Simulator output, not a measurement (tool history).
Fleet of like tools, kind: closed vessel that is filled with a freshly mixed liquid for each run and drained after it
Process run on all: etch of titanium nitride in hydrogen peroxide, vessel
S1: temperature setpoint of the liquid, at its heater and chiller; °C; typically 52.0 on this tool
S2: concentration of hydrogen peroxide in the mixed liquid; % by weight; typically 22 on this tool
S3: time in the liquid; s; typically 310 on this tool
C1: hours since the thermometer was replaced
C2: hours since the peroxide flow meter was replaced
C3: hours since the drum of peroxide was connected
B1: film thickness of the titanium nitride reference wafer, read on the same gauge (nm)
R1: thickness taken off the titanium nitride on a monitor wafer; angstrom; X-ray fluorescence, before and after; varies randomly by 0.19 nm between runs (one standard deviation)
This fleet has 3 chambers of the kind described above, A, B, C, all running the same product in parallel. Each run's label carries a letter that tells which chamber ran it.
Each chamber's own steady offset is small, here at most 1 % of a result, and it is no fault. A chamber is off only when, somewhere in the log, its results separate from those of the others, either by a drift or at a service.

Run 1C, hour 13.0: usual settings; C1 1258.3; C2 517.2; C3 216.1; B1 139.96. Result: R1 208.030 angstrom.
Run 2A, hour 28.8: usual settings; C1 1099.3; C2 1543.7; C3 334.1; B1 140.01. Result: R1 207.230 angstrom.
Run 3B, hour 37.6: usual settings; C1 762.6; C2 880.5; C3 821.2; B1 140.03. Result: R1 208.360 angstrom.
Run 4A, hour 48.3: usual settings; C1 1118.8; C2 1563.2; C3 353.6; B1 139.98. Result: R1 209.000 angstrom.
Run 5C, hour 57.8: usual settings; C1 1303.1; C2 562.0; C3 260.9; B1 140.01. Result: R1 208.050 angstrom.
Run 6B, hour 73.6: usual settings; C1 798.6; C2 916.5; C3 857.2; B1 140.00. Result: R1 208.900 angstrom.
Run 7B, hour 89.3: usual settings; C1 814.3; C2 932.2; C3 872.9; B1 139.96. Result: R1 205.980 angstrom.
Run 8C, hour 101.7: usual settings; C1 1347.0; C2 605.9; C3 304.8; B1 140.00. Result: R1 206.340 angstrom.
Run 9A, hour 109.3: usual settings; C1 1179.8; C2 1624.2; C3 414.6; B1 140.00. Result: R1 208.620 angstrom.
Run 10A, hour 122.4: usual settings; C1 1192.9; C2 1637.3; C3 427.7; B1 140.01. Result: R1 209.510 angstrom.
Run 11B, hour 138.2: usual settings but S2 24 % by weight; C1 863.2; C2 981.1; C3 921.8; B1 139.99. Result: R1 211.370 angstrom.
Run 12C, hour 154.6: usual settings but S2 24 % by weight; C1 1399.9; C2 658.8; C3 357.7; B1 139.99. Result: R1 205.170 angstrom.
Run 13A, hour 170.3: usual settings but S2 24 % by weight; C1 1240.8; C2 1685.2; C3 475.6; B1 140.01. Result: R1 213.780 angstrom.
Run 14B, hour 180.1: usual settings; C1 905.1; C2 1023.0; C3 963.7; B1 139.99. Result: R1 205.600 angstrom.
Run 15C, hour 196.0: usual settings; C1 1441.3; C2 700.2; C3 399.1; B1 139.98. Result: R1 203.490 angstrom.
Run 16B, hour 209.0: usual settings; C1 934.0; C2 1051.9; C3 992.6; B1 140.01. Result: R1 209.640 angstrom.
Run 17A, hour 216.9: usual settings; C1 1287.4; C2 1731.8; C3 522.2; B1 139.97. Result: R1 207.220 angstrom.
At hour 217.9: chamber B: peroxide flow meter replaced.
Run 18C, hour 233.1: usual settings; C1 1478.4; C2 737.3; C3 436.2; B1 140.02. Result: R1 199.320 angstrom.
Run 19A, hour 246.6: usual settings; C1 1317.1; C2 1761.5; C3 551.9; B1 139.98. Result: R1 208.190 angstrom.
Run 20C, hour 258.1: usual settings; C1 1503.4; C2 762.3; C3 461.2; B1 140.01. Result: R1 197.140 angstrom.
Run 21B, hour 267.7: usual settings; C1 992.7; C2 49.8; C3 1051.3; B1 139.98. Result: R1 205.800 angstrom.
Run 22B, hour 279.6: usual settings; C1 1004.6; C2 61.7; C3 1063.2; B1 140.03. Result: R1 204.420 angstrom.
Run 23C, hour 287.4: usual settings; C1 1532.7; C2 791.6; C3 490.5; B1 140.03. Result: R1 197.860 angstrom.
Run 24A, hour 303.5: usual settings; C1 1374.0; C2 1818.4; C3 608.8; B1 139.99. Result: R1 204.690 angstrom.
Run 25B, hour 319.1: usual settings but S2 27 % by weight; C1 1044.1; C2 101.2; C3 1102.7; B1 140.00. Result: R1 215.220 angstrom.
Run 26A, hour 331.8: usual settings but S2 27 % by weight; C1 1402.3; C2 1846.7; C3 637.1; B1 139.98. Result: R1 217.660 angstrom.
Run 27C, hour 346.3: usual settings but S2 27 % by weight; C1 1591.6; C2 850.5; C3 549.4; B1 140.01. Result: R1 201.770 angstrom.
Run 28A, hour 358.4: usual settings; C1 1428.9; C2 1873.3; C3 663.7; B1 140.02. Result: R1 209.730 angstrom.
Run 29C, hour 371.1: usual settings; C1 1616.4; C2 875.3; C3 574.2; B1 140.01. Result: R1 192.950 angstrom.
Run 30B, hour 382.5: usual settings; C1 1107.5; C2 164.6; C3 1166.1; B1 140.02. Result: R1 207.640 angstrom.
Run 31A, hour 393.3: usual settings; C1 1463.8; C2 1908.2; C3 698.6; B1 140.03. Result: R1 206.930 angstrom.

Has any chamber moved away from the others, gradually or after a service, or does the common gauge drift, or do the chambers differ only by their own small steady offsets? State the chamber and the most likely cause if one applies.

It is chamber C that slowly wanders off from its peers.
Likeliest cause: liquid colder than its thermometer reads (K) = 1.25.

Below are 4 candidate recipes for chamber C's next run, each the usual settings with a change, their results shown as question marks. Which of them brings C's results back in line with what the other chambers give on the usual settings?
A result is in line if it is within this distance of the other chambers' mean on the usual settings: R1 6.700 angstrom
Run 32C-1, hour 405.0: usual settings but S3 315 s. Result: R1 ?.
Run 32C-2, hour 405.0: usual settings but S1 53.0 °C. Result: R1 ?.
Run 32C-3, hour 405.0: usual settings but S3 305 s. Result: R1 ?.
Run 32C-4, hour 405.0: usual settings but S1 51.5 °C, S3 300 s. Result: R1 ?.

On the usual settings, the other chambers give on average: R1 207.400 angstrom
  run       R1
32C-1  195.480
32C-2  206.670
32C-3  189.270
32C-4  179.580
32C-2 is the one that brings the chamber's results back in line with the other chambers.

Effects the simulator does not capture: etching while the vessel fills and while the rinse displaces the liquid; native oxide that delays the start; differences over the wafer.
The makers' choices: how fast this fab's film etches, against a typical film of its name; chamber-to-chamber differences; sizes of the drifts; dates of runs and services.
